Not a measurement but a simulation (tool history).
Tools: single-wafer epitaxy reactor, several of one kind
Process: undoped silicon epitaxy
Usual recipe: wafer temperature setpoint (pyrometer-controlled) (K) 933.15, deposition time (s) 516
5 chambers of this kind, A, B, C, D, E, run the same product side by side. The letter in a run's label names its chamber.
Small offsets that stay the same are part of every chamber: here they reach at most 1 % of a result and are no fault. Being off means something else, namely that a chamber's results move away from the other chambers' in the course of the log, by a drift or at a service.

run,day,wafer temperature setpoint (pyrometer-controlled) (K),deposition time (s),"read-back reference wafer on the same gauge, thickness_nm",mean film thickness on the monitor wafer (angstrom)
1A,0.438,933.15,516,95.007,1067.5
2B,0.796,933.15,516,94.95,1088.2
3E,1.121,933.15,516,94.97,1070.9
4C,1.417,933.15,516,94.964,1069.9
5D,2.008,933.15,429,95.076,884.25
# day 2.479: chamber B: pyrometer calibrated
6B,2.496,933.15,429,94.897,906.27
7E,3.067,933.15,429,95.017,897.41
8D,3.379,933.15,429,95.063,871.29
9C,3.875,933.15,429,94.907,894.29
10A,4.371,933.15,516,95.041,1069.1
11D,4.9,933.15,516,95.024,1051.9
12B,5.429,933.15,516,95.062,1077.3
13E,5.9,933.15,516,94.942,1075.4
14C,6.25,945.15,516,95.096,1380.8
15A,6.6,945.15,516,94.958,1365.9
16E,7.246,945.15,516,94.998,1395.3
17C,7.867,945.15,516,95.009,1375.5
18A,8.454,945.15,516,95.008,1358.7
19D,8.979,933.15,516,94.974,1029.6
20B,9.5,933.15,516,94.995,1080.6
21D,10.083,921.15,583,95.071,894.76
22A,10.446,921.15,583,94.942,932.51
23E,10.829,921.15,583,95.014,942.04
24C,11.321,921.15,583,94.945,941.16
25B,11.946,921.15,583,94.946,957.71
26B,12.471,933.15,516,95.024,1078
27A,13.142,933.15,516,95.056,1070.8
28D,13.692,933.15,516,95.007,1015
29C,14.062,933.15,516,94.947,1068.4
30E,14.396,928.15,418,95.018,785.61
31B,14.879,928.15,418,95.015,790.62
32D,15.362,928.15,418,95.021,731.01
33C,15.954,928.15,418,95.006,781.83

Decide between three cases: one chamber stands off from its peers, the gauge reading all wafers drifts, or nothing is wrong past each chamber's small offset. Where a chamber is off, say which and what most likely put it there.

Chamber D drifts away from the others.
Most likely cause: wafer temperature below the value expected at the setpoint (K) = 2.86.

Chamber D could run next with any of the 4 candidate recipes listed below; each alters the usual settings, and their results appear as question marks. Which one brings its results back in line with what the other chambers deliver on the usual settings?
In-line tolerance around the mean of the other chambers on the usual settings: mean film thickness on the monitor wafer (angstrom) 19
34D-1,16.446,933.15,479,,?
34D-2,16.446,932.15,511,,?
34D-3,16.446,934.15,521,,?
34D-4,16.446,936.15,516,,?

Average result of the remaining chambers running the usual settings: mean film thickness on the monitor wafer (angstrom) 1074.9
run,mean film thickness on the monitor wafer (angstrom)
34D-1,932.72
34D-2,973.58
34D-3,1036.8
34D-4,1072.4
34D-4 is the one that brings the chamber's results back in line with the other chambers.

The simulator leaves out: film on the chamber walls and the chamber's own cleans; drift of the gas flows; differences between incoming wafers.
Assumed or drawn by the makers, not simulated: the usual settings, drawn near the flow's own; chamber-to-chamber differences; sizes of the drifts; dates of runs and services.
